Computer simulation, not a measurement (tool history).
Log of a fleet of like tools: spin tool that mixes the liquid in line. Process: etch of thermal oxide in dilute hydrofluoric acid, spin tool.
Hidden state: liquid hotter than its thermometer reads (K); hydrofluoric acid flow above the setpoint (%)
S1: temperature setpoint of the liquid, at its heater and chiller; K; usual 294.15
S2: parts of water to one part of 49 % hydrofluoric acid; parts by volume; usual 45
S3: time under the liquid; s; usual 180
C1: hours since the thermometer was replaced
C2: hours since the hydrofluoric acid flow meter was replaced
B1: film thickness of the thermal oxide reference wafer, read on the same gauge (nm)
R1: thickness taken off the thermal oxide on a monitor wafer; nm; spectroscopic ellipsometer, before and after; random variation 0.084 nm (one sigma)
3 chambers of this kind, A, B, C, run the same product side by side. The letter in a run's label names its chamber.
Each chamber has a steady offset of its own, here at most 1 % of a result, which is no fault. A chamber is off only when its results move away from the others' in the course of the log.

| run | day | S1 | S2 | S3 | C1 | C2 | B1 | R1 |
|---|---|---|---|---|---|---|---|---|
| 1B | 0.288 | 294.15 | 45 | 180 | 581.5 | 312.2 | 99.967 | 18.3780 |
| 2A | 0.592 | 294.15 | 45 | 180 | 247.2 | 361.4 | 100.020 | 18.2240 |
| 3C | 0.933 | 294.15 | 45 | 180 | 1677.9 | 573.9 | 99.993 | 18.2760 |
| 4B | 1.250 | 294.15 | 45 | 180 | 604.6 | 335.3 | 99.997 | 18.1970 |
| 5C | 1.467 | 291.15 | 45 | 80 | 1690.7 | 586.7 | 99.982 | 7.1221 |
| 6A | 1.671 | 291.15 | 45 | 80 | 273.1 | 387.3 | 99.974 | 7.1167 |
| 7C | 2.046 | 291.15 | 45 | 80 | 1704.6 | 600.6 | 100.000 | 7.1030 |
| 8A | 2.321 | 294.15 | 45 | 180 | 288.7 | 402.9 | 100.010 | 18.1340 |
| 9B | 2.671 | 294.15 | 45 | 180 | 638.7 | 369.4 | 99.999 | 18.2580 |
| 10C | 2.958 | 294.15 | 45 | 180 | 1726.5 | 622.5 | 100.000 | 18.1450 |
| 11A | 3.162 | 294.15 | 45 | 180 | 308.9 | 423.1 | 100.010 | 18.2720 |
| 12B | 3.433 | 294.15 | 45 | 180 | 657.0 | 387.7 | 100.030 | 18.2190 |
| 13A | 3.788 | 291.15 | 45 | 245 | 323.9 | 438.1 | 100.010 | 21.7390 |
| 14B | 4.158 | 291.15 | 45 | 245 | 674.4 | 405.1 | 100.010 | 21.9400 |
| 15C | 4.333 | 291.15 | 45 | 245 | 1759.5 | 655.5 | 100.010 | 22.0590 |
| 16A | 4.675 | 294.15 | 45 | 180 | 345.2 | 459.4 | 100.020 | 18.1930 |
| 17B | 4.879 | 294.15 | 45 | 180 | 691.7 | 422.4 | 99.997 | 18.3510 |
| 18C | 5.212 | 294.15 | 45 | 180 | 1780.6 | 676.6 | 99.973 | 18.5830 |
| 19A | 5.412 | 294.15 | 45 | 180 | 362.9 | 477.1 | 99.985 | 18.1970 |
| 20B | 5.650 | 294.15 | 45 | 180 | 710.2 | 440.9 | 100.010 | 18.2520 |
| 21C | 5.925 | 294.15 | 45 | 180 | 1797.7 | 693.7 | 99.998 | 18.7840 |
| 22B | 6.192 | 294.15 | 45 | 180 | 723.2 | 453.9 | 100.010 | 18.1610 |
| 23A | 6.475 | 290.15 | 45 | 180 | 388.4 | 502.6 | 100.040 | 15.1390 |
| 24C | 6.733 | 290.15 | 45 | 180 | 1817.1 | 713.1 | 99.990 | 15.9630 |
| 25A | 7.008 | 290.15 | 45 | 180 | 401.2 | 515.4 | 100.030 | 15.3070 |
| 26C | 7.221 | 294.15 | 45 | 180 | 1828.8 | 724.8 | 100.030 | 18.9840 |
| 27B | 7.492 | 294.15 | 45 | 180 | 754.4 | 485.1 | 99.981 | 18.1190 |
| 28C | 7.833 | 294.15 | 45 | 180 | 1843.5 | 739.5 | 100.020 | 18.9640 |
| 29A | 8.042 | 294.15 | 45 | 180 | 426.0 | 540.2 | 100.010 | 18.2290 |
| 30B | 8.221 | 296.65 | 45 | 180 | 771.9 | 502.6 | 100.000 | 20.4330 |
| 31A | 8.442 | 296.65 | 45 | 180 | 435.6 | 549.8 | 99.985 | 20.3590 |
| 32B | 8.796 | 296.65 | 45 | 180 | 785.7 | 516.4 | 100.020 | 20.3840 |

What goes on in this fleet: one chamber off, a drifting gauge, or nothing beyond the chambers' own small offsets? Name the chamber and the cause, if any.

Chamber C drifts away from the others.
Cause: hydrofluoric acid flow above the setpoint (%) = 4.92.
The log may not tell that from: liquid hotter than its thermometer reads (K).

Here are 4 candidates for chamber C's next run, each the usual settings with a change, their results left as question marks. Which one brings its results back in line with what the others give on the usual settings?
In line means no further than this from the other chambers' mean on the usual settings: R1 0.3000 nm
| 33C-1 | 9.079 | 293.65 | 45 | 165 |  |  |  | ? |
| 33C-2 | 9.079 | 294.15 | 45 | 190 |  |  |  | ? |
| 33C-3 | 9.079 | 294.15 | 45 | 170 |  |  |  | ? |
| 33C-4 | 9.079 | 296.65 | 45 | 180 |  |  |  | ? |

The other chambers' mean on the usual settings: R1 18.2510 nm
| run | R1 |
|---|---|
| 33C-1 | 17.2490 |
| 33C-2 | 20.2970 |
| 33C-3 | 18.1610 |
| 33C-4 | 21.3820 |
33C-3 brings the chamber back in line.
